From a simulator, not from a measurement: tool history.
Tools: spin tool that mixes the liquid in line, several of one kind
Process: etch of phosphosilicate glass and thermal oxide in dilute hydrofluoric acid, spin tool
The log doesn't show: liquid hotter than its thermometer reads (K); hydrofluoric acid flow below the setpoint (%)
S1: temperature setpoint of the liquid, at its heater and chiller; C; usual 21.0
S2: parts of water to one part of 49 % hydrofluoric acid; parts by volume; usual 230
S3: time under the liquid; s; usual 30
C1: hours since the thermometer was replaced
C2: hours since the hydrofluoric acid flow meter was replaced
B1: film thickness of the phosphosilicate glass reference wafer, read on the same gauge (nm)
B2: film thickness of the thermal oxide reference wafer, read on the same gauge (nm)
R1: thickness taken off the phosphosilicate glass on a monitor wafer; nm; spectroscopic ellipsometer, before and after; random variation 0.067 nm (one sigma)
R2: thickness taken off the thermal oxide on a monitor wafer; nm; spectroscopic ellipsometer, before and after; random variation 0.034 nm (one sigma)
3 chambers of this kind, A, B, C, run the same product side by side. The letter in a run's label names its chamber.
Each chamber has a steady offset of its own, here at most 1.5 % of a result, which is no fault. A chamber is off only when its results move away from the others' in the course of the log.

run,hour,S1,S2,S3,C1,C2,B1,B2,R1,R2
1B,6.3,21.0,230,30,1937.7,205.7,50.018,110.01,7.9608,0.49690
2C,10.4,21.0,230,30,765.3,2417.4,50.041,110.00,7.9180,0.47495
3A,15.7,21.0,230,30,2623.9,230.3,50.018,110.01,8.0139,0.53921
4A,19.0,21.0,230,30,2627.2,233.6,50.020,109.99,7.8348,0.46653
5C,26.0,21.0,230,30,780.9,2433.0,49.965,109.97,7.9747,0.51057
6B,32.4,21.0,230,30,1963.8,231.8,50.011,109.99,8.0563,0.52688
7C,37.1,21.0,230,30,792.0,2444.1,49.972,110.01,8.0383,0.48623
8A,40.6,21.0,230,30,2648.8,255.2,50.014,109.96,7.9725,0.52894
9B,46.6,25.5,300,30,1978.0,246.0,50.027,110.00,6.7001,0.38282
10A,51.4,25.5,300,30,2659.6,266.0,49.986,110.00,6.5844,0.35589
11B,55.6,25.5,300,30,1987.0,255.0,49.999,110.00,6.5812,0.44095
12C,61.0,21.0,230,30,815.9,2468.0,50.076,109.97,7.9176,0.46399
13A,67.1,21.0,230,30,2675.3,281.7,49.989,109.98,7.8944,0.46258
# hour 69.8: chamber C: hydrofluoric acid flow meter replaced
14B,73.5,21.0,175,40,2004.9,272.9,49.983,110.00,14.9920,0.87820
15C,79.9,21.0,175,40,834.8,10.2,50.004,110.02,14.7480,0.92077
16B,84.3,21.0,175,40,2015.7,283.7,50.006,110.02,14.8520,0.79204
17A,90.8,21.0,230,30,2699.0,305.4,50.025,110.00,7.9924,0.48705
18C,95.1,21.0,230,30,850.0,25.4,49.986,109.96,7.9275,0.39349
19A,98.1,21.0,230,30,2706.3,312.7,49.947,109.99,7.8892,0.47682
20C,102.5,18.0,230,15,857.4,32.8,50.014,109.98,3.5379,0.19592
21B,107.8,18.0,230,15,2039.2,307.2,50.067,110.02,3.5347,0.20318
22A,114.6,18.0,230,15,2722.8,329.2,49.987,109.99,3.5810,0.21705
23C,117.7,21.0,230,30,872.6,48.0,49.979,109.99,8.0032,0.47677
24B,122.0,21.0,230,30,2053.4,321.4,49.998,110.00,7.8806,0.46212
25C,125.5,21.0,230,30,880.4,55.8,49.953,109.98,7.9613,0.47265
26B,129.2,21.0,230,30,2060.6,328.6,50.023,109.99,7.9689,0.50528
27A,135.8,21.0,230,30,2744.0,350.4,49.993,109.99,7.9023,0.43682
28A,141.2,21.0,230,30,2749.4,355.8,49.992,110.01,7.9689,0.48259
29B,147.8,21.0,230,30,2079.2,347.2,50.008,109.98,7.9463,0.48880
30C,153.0,21.0,230,30,907.9,83.3,50.022,109.99,8.0372,0.46256
31B,159.2,21.0,230,30,2090.6,358.6,49.990,110.01,7.9555,0.49259
32C,164.3,21.0,230,30,919.2,94.6,49.983,110.00,7.9178,0.44671
33A,169.6,21.0,230,30,2777.8,384.2,50.010,110.01,7.9477,0.54399
34A,173.0,21.0,230,30,2781.2,387.6,49.963,110.02,7.9569,0.41181
35B,176.4,21.0,230,30,2107.8,375.8,49.981,110.01,8.0156,0.47499

Is one chamber off against the others, does the gauge drift, or is nothing wrong? If a chamber is off, say which, and what the likeliest cause is.

No chamber stands off beyond its own small offset, and the gauge holds steady.
